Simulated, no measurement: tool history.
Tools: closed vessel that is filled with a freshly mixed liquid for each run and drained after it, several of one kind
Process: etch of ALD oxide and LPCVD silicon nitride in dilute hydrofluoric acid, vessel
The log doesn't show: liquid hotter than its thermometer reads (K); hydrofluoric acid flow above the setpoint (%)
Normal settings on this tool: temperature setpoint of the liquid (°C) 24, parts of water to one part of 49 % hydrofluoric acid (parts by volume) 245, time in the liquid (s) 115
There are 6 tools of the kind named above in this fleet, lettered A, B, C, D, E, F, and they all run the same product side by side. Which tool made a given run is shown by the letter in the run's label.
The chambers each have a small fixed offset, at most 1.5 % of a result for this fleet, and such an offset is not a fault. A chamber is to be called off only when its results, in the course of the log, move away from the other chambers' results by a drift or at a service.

run,hour,temperature setpoint of the liquid (°C),parts of water to one part of 49 % hydrofluoric acid (parts by volume),time in the liquid (s),hours since the thermometer was replaced,hours since the hydrofluoric acid flow meter was replaced,"read-back film thickness of the ALD oxide reference wafer, read on the same gauge (nm)","read-back film thickness of the LPCVD silicon nitride reference wafer, read on the same gauge (nm)",thickness taken off the ALD oxide on a monitor wafer (Å),thickness taken off the LPCVD silicon nitride on a monitor wafer (Å)
1B,13.0,24,245,115,233.0,1483.4,69.991,129.98,100.260,2.5775
2A,19.9,24,245,115,1751.8,664.9,70.008,129.98,100.500,2.4337
# hour 20.6: chamber D: thermometer replaced
# hour 23.7: chamber A: thermometer replaced
3F,28.6,24,245,115,39.8,244.7,69.991,130.04,101.580,1.9688
4C,36.0,24,245,115,473.2,1751.8,70.006,130.00,98.616,3.1444
5D,46.6,24,245,115,26.0,248.7,69.993,130.01,100.430,1.7440
6E,60.1,24,245,80,1856.0,307.2,70.031,129.98,70.657,1.6903
7D,75.5,24,245,80,54.9,277.6,70.014,129.98,69.907,1.9868
8E,90.8,24,245,80,1886.7,337.9,69.970,130.03,70.220,1.5061
9C,104.7,24,245,80,541.9,1820.5,70.005,130.02,69.342,2.0746
# hour 112.0: chamber E: thermometer replaced
10B,115.4,24,245,80,335.4,1585.8,69.976,129.99,69.600,1.3653
11F,124.6,24,245,80,135.8,340.7,70.001,130.00,69.887,1.2077
12A,136.8,24,245,115,113.2,781.8,69.998,130.01,99.471,2.2504
13B,147.2,24,245,115,367.2,1617.6,69.993,130.03,99.119,1.6751
14E,161.6,24,245,115,49.6,408.7,69.990,130.03,100.370,2.2740
15F,177.1,24,245,115,188.3,393.2,70.001,129.97,100.250,2.6556
16D,191.2,24,245,115,170.6,393.3,69.988,130.00,100.630,2.1933
17A,204.2,24,245,115,180.6,849.2,69.985,130.00,99.800,1.3630
18C,218.9,24,245,115,656.1,1934.7,70.024,130.02,100.340,2.4359
19D,234.4,24,245,115,213.8,436.5,70.002,129.97,102.340,2.2886
20F,242.0,24,245,115,253.2,458.1,70.003,130.01,101.280,2.5865
21B,249.8,24,245,115,469.8,1720.2,69.984,130.00,100.460,2.1956
22A,258.4,24,245,115,234.8,903.4,69.990,129.99,99.911,2.5745
# hour 264.6: chamber C: hydrofluoric acid flow meter replaced
23E,267.3,24,175,90,155.3,514.4,69.980,130.00,118.260,2.7279
24C,281.1,24,175,90,718.3,16.5,69.987,130.01,116.870,2.3725
25D,291.2,24,175,90,270.6,493.3,69.989,130.01,121.340,2.4080
26F,298.2,24,175,90,309.4,514.3,70.013,130.02,118.770,2.1408
27A,306.1,24,175,90,282.5,951.1,69.981,130.01,117.820,2.8292
28E,315.5,24,175,90,203.5,562.6,70.024,129.98,119.100,1.6413
29B,328.3,24,245,115,548.3,1798.7,69.996,129.99,99.862,2.7154
# hour 328.5: chamber A: hydrofluoric acid flow meter replaced
30C,342.8,24,245,115,780.0,78.2,70.002,130.04,100.570,2.2020
31B,350.3,24,245,115,570.3,1820.7,70.005,130.01,100.380,2.9306
32D,361.4,24,245,115,340.8,563.5,69.989,130.01,104.360,2.4575
33C,371.8,24,245,115,809.0,107.2,70.005,130.01,99.782,2.3445
34F,381.9,24,135,115,393.1,598.0,69.994,130.03,203.440,4.4226
35E,390.0,24,135,115,278.0,637.1,70.021,130.03,202.960,4.1562
36A,399.2,24,135,115,375.6,70.7,69.981,129.99,202.460,3.6348
37D,410.4,24,135,115,389.8,612.5,69.982,130.02,214.640,4.6905
38F,417.2,24,135,115,428.4,633.3,70.002,130.03,205.810,3.4389
39E,427.1,24,135,115,315.1,674.2,70.008,129.99,206.070,3.8893
40B,436.0,24,245,115,656.0,1906.4,70.018,130.01,100.490,2.0756
41A,443.3,24,245,115,419.7,114.8,69.991,129.97,99.956,2.4558
42C,453.3,24,245,115,890.5,188.7,70.002,130.01,99.845,2.4355

Has any chamber moved away from the others, gradually or after a service, or does the common gauge drift, or do the chambers differ only by their own small steady offsets? State the chamber and the most likely cause if one applies.

Chamber D drifts away from the others.
Cause: hydrofluoric acid flow above the setpoint (%) = 4.37.

Which of the 4 candidates below, each the usual settings with something changed and its results left as question marks, puts chamber D back in line with what the other chambers give on the usual settings?
A result is in line if it is within this distance of the other chambers' mean on the usual settings: thickness taken off the ALD oxide on a monitor wafer (Å) 2.600; thickness taken off the LPCVD silicon nitride on a monitor wafer (Å) 1.2000
43D-1,464.5,23.5,230,115,,,,,?,?
43D-2,464.5,24.5,260,115,,,,,?,?
43D-3,464.5,23.5,240,115,,,,,?,?
43D-4,464.5,24.5,250,115,,,,,?,?

Other chambers, usual settings, mean: thickness taken off the ALD oxide on a monitor wafer (Å) 100.310; thickness taken off the LPCVD silicon nitride on a monitor wafer (Å) 2.2319
run,thickness taken off the ALD oxide on a monitor wafer (Å),thickness taken off the LPCVD silicon nitride on a monitor wafer (Å)
43D-1,112.460,2.3008
43D-2,100.420,2.1756
43D-3,106.800,2.2076
43D-4,105.400,2.2608
The right change is 43D-2: it brings the chamber back within the allowed miss of the others.
